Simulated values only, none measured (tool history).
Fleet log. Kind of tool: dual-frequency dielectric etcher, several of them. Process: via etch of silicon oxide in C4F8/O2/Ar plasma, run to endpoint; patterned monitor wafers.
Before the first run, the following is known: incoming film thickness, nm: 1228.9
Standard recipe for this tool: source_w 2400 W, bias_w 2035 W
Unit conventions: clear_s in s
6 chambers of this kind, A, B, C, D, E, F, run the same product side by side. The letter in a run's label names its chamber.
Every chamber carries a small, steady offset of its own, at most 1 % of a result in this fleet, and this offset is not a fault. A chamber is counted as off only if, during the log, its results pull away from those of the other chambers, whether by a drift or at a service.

{"run": "1D", "hour": 3.5, "source_w": 2400, "bias_w": 2035, "clear_s": 221.77}
{"run": "2B", "hour": 7.8, "source_w": 2400, "bias_w": 2035, "clear_s": 223.92}
{"run": "3E", "hour": 12.6, "source_w": 2400, "bias_w": 2035, "clear_s": 226.94}
{"run": "4C", "hour": 16.5, "source_w": 2400, "bias_w": 2035, "clear_s": 225.95}
{"run": "5F", "hour": 20.3, "source_w": 2400, "bias_w": 2035, "clear_s": 221.71}
{"run": "6A", "hour": 25.4, "source_w": 2400, "bias_w": 2035, "clear_s": 224.22}
{"run": "7A", "hour": 27.8, "source_w": 2400, "bias_w": 2035, "clear_s": 224.66}
{"run": "8C", "hour": 31.1, "source_w": 2400, "bias_w": 2035, "clear_s": 226.08}
{"run": "9D", "hour": 35.4, "source_w": 2400, "bias_w": 2035, "clear_s": 223.41}
{"run": "10B", "hour": 39.1, "source_w": 2400, "bias_w": 2035, "clear_s": 226.25}
{"run": "11E", "hour": 41.8, "source_w": 2400, "bias_w": 2035, "clear_s": 227.51}
{"run": "12F", "hour": 46.8, "source_w": 2400, "bias_w": 2035, "clear_s": 220.77}
{"run": "13B", "hour": 50.6, "source_w": 2400, "bias_w": 2035, "clear_s": 224.08}
{"run": "14E", "hour": 52.9, "source_w": 2400, "bias_w": 2035, "clear_s": 226.11}
{"run": "15D", "hour": 56.8, "source_w": 2400, "bias_w": 2035, "clear_s": 225.46}
{"run": "16C", "hour": 60.3, "source_w": 2400, "bias_w": 2035, "clear_s": 225.56}
{"run": "17F", "hour": 63.6, "source_w": 2400, "bias_w": 2383, "clear_s": 210.02}
{"run": "18A", "hour": 66.0, "source_w": 2400, "bias_w": 2383, "clear_s": 213.51}
{"run": "19B", "hour": 70.1, "source_w": 2400, "bias_w": 2383, "clear_s": 215.86}
{"run": "20C", "hour": 72.4, "source_w": 2400, "bias_w": 2383, "clear_s": 215.6}
{"run": "21D", "hour": 74.9, "source_w": 2400, "bias_w": 2383, "clear_s": 214.53}
{"run": "22A", "hour": 78.4, "source_w": 2400, "bias_w": 2383, "clear_s": 215.26}
{"run": "23F", "hour": 80.7, "source_w": 2400, "bias_w": 2035, "clear_s": 221.31}
{"run": "24E", "hour": 84.6, "source_w": 2400, "bias_w": 2035, "clear_s": 225.96}
{"run": "25E", "hour": 87.9, "source_w": 2400, "bias_w": 2035, "clear_s": 226.41}
{"run": "26D", "hour": 91.5, "source_w": 2400, "bias_w": 2035, "clear_s": 224.24}
{"run": "27A", "hour": 94.6, "source_w": 2400, "bias_w": 2035, "clear_s": 224.57}
{"run": "28C", "hour": 99.4, "source_w": 2400, "bias_w": 1775, "clear_s": 234.72}
{"run": "29B", "hour": 103.5, "source_w": 2400, "bias_w": 1775, "clear_s": 234.68}
{"run": "30F", "hour": 107.8, "source_w": 2400, "bias_w": 1775, "clear_s": 227.26}
{"run": "31C", "hour": 111.0, "source_w": 2400, "bias_w": 1775, "clear_s": 233.55}
{"run": "32A", "hour": 114.2, "source_w": 2400, "bias_w": 1775, "clear_s": 232.99}
{"run": "33B", "hour": 118.1, "source_w": 2400, "bias_w": 1775, "clear_s": 234.39}
{"run": "34E", "hour": 122.3, "source_w": 2800, "bias_w": 2035, "clear_s": 212.19}
{"run": "35F", "hour": 126.9, "source_w": 2800, "bias_w": 2035, "clear_s": 204.87}
{"run": "36D", "hour": 129.6, "source_w": 2800, "bias_w": 2035, "clear_s": 212.25}
{"run": "37F", "hour": 132.1, "source_w": 2800, "bias_w": 2035, "clear_s": 204.59}
{"run": "38B", "hour": 135.4, "source_w": 2800, "bias_w": 2035, "clear_s": 211.99}

The same settings go to every chamber for the next run, one line per chamber below. Forecast the results for each:
{"run": "39A", "hour": 139.1, "source_w": 2400, "bias_w": 2035, "clear_s": "?"}
{"run": "39B", "hour": 139.1, "source_w": 2400, "bias_w": 2035, "clear_s": "?"}
{"run": "39C", "hour": 139.1, "source_w": 2400, "bias_w": 2035, "clear_s": "?"}
{"run": "39D", "hour": 139.1, "source_w": 2400, "bias_w": 2035, "clear_s": "?"}
{"run": "39E", "hour": 139.1, "source_w": 2400, "bias_w": 2035, "clear_s": "?"}
{"run": "39F", "hour": 139.1, "source_w": 2400, "bias_w": 2035, "clear_s": "?"}

run=39A clear_s=225.19
run=39B clear_s=225.60
run=39C clear_s=225.80
run=39D clear_s=225.19
run=39E clear_s=226.86
run=39F clear_s=216.34
